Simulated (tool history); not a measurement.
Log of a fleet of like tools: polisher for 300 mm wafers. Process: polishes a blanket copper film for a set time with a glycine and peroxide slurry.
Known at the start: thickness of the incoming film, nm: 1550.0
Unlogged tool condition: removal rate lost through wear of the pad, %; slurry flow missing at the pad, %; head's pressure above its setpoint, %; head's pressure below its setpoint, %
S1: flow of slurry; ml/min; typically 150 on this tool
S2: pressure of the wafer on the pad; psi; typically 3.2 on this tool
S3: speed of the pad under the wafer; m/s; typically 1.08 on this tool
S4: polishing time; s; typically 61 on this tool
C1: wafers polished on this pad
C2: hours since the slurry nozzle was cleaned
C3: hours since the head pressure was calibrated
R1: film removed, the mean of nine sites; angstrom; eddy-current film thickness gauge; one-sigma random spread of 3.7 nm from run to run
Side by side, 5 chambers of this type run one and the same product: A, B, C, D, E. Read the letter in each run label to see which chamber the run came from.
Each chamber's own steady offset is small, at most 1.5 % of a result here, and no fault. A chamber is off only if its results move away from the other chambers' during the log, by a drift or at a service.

run   hour   S1   S2    S3  S4    C1     C2     C3      R1
       2.4  -- chamber B: head pressure recalibrated
       5.2  -- chamber D: slurry nozzle cleaned
       9.0  -- chamber E: worn pad replaced by a new one
 1B    9.2  150  3.2  1.08  61   425  450.4    6.8  4528.7
 2D   22.0  150  3.2  1.08  61   555   16.9  205.1  4586.7
 3C   33.4  150  3.2  1.08  61   488  390.1  500.5  4694.1
 4E   42.2  150  3.2  1.08  61   300  578.9  444.7  4678.3
 5A   55.5  150  3.2  1.08  61  1007  413.4  388.2  4638.7
      62.5  -- chamber E: slurry nozzle cleaned
      68.4  -- chamber E: head pressure recalibrated
 6B   69.3  150  3.2  1.08  61   967  510.5   66.9  4578.6
      72.8  -- chamber D: worn pad replaced by a new one
 7D   82.5  150  3.2  1.08  61    88   77.4  265.6  4730.7
      84.1  -- chamber A: slurry nozzle cleaned
      89.5  -- chamber C: worn pad replaced by a new one
 8E   93.1  150  3.2  1.08  61   759   30.6   24.8  4613.9
 9C  101.0  150  3.2  1.08  61   104  457.7  568.1  4690.8
10A  110.9  150  3.2  1.08  61  1508   26.8  443.6  4565.6
     117.5  -- chamber E: worn pad replaced by a new one
     118.6  -- chamber A: worn pad replaced by a new one
11D  125.4  150  3.2  1.08  61   475  120.3  308.5  4658.0
12E  134.2  170  3.2  1.08  73   150   71.7   65.9  5729.3
13A  145.8  170  3.2  1.08  73   246   61.7  478.5  5559.9
14B  157.9  170  3.2  1.08  73  1767  599.1  155.5  5636.9
     164.1  -- chamber D: worn pad replaced by a new one
15C  167.8  170  3.2  1.08  73   707  524.5  634.9  5779.8
16E  178.9  170  3.2  1.08  73   554  116.4  110.6  5668.3
17A  191.5  150  3.2  1.08  61   659  107.4  524.2  4579.1
18C  204.9  150  3.2  1.36  61  1042  561.6  672.0  5689.3
     208.4  -- chamber C: worn pad replaced by a new one
19B  216.7  150  3.2  1.36  61  2298  657.9  214.3  5529.8
     222.5  -- chamber E: worn pad replaced by a new one
20D  231.0  150  3.2  1.36  61   604  225.9  414.1  5704.9
21B  244.8  150  3.2  1.36  61  2552  686.0  242.4  5523.3
22E  255.1  150  3.2  1.36  61   294  192.6  186.8  5723.0
     257.3  -- chamber A: head pressure recalibrated
23A  267.6  150  3.2  1.08  61  1346  183.5   10.3  4642.6
     268.9  -- chamber D: worn pad replaced by a new one
24C  282.2  150  3.2  1.08  61   666  638.9  749.3  4723.6
25D  291.9  150  3.2  1.08  61   207  286.8  475.0  4625.7
     297.4  -- chamber A: worn pad replaced by a new one
26B  306.0  150  3.2  1.08  61  3105  747.2  303.6  4463.7
27E  321.8  150  3.2  1.08  61   897  259.3  253.5  4606.5
     327.1  -- chamber C: slurry nozzle cleaned
     329.8  -- chamber E: worn pad replaced by a new one
28A  333.1  150  3.2  1.08  61   322  249.0   75.8  4609.5
29D  342.2  150  3.2  1.08  61   661  337.1  525.3  4610.3
     346.2  -- chamber C: worn pad replaced by a new one
30C  351.9  150  3.2  1.08  61    51   24.8  819.0  4784.3
31A  363.5  150  3.2  1.08  61   597  279.4  106.2  4639.5
     376.1  -- chamber D: worn pad replaced by a new one
     377.5  -- chamber B: slurry nozzle cleaned
32C  379.3  150  3.2  1.08  61   299   52.2  846.4  4668.6
33B  387.1  150  3.2  1.08  61  3837    9.7  384.7  4413.2
     389.2  -- chamber B: head pressure recalibrated
34E  402.6  150  3.2  1.08  61   657  340.1  334.3  4634.3
35D  411.8  150  3.2  1.08  61   322  406.7  594.9  4607.4
36E  425.4  150  3.2  1.08  61   863  362.9  357.1  4654.3
     436.0  -- chamber E: worn pad replaced by a new one
37B  438.4  150  3.2  1.08  61  4300   61.0   49.2  4387.7
38D  446.3  150  3.2  1.08  61   634  441.2  629.4  4643.0
     455.1  -- chamber C: worn pad replaced by a new one
39A  459.0  150  3.2  1.08  61  1459  374.9  201.7  4601.4
     460.1  -- chamber A: worn pad replaced by a new one
     465.8  -- chamber A: slurry nozzle cleaned
40C  467.1  150  3.2  1.08  61   109  140.0  934.2  4774.3
41B  477.0  150  3.2  1.08  61  4649   99.6   87.8  4359.8
42A  485.4  150  3.2  1.08  61   229   19.6  228.1  4649.4
43E  497.4  150  3.2  1.08  61   554  434.9  429.1  4619.0

Next, every chamber runs the same settings. What will each give?
44A  508.8  150  3.2  1.08  61               ?
44B  508.8  150  3.2  1.08  61               ?
44C  508.8  150  3.2  1.08  61               ?
44D  508.8  150  3.2  1.08  61               ?
44E  508.8  150  3.2  1.08  61               ?

run      R1
44A  4579.0
44B  4313.3
44C  4701.0
44D  4608.1
44E  4672.0
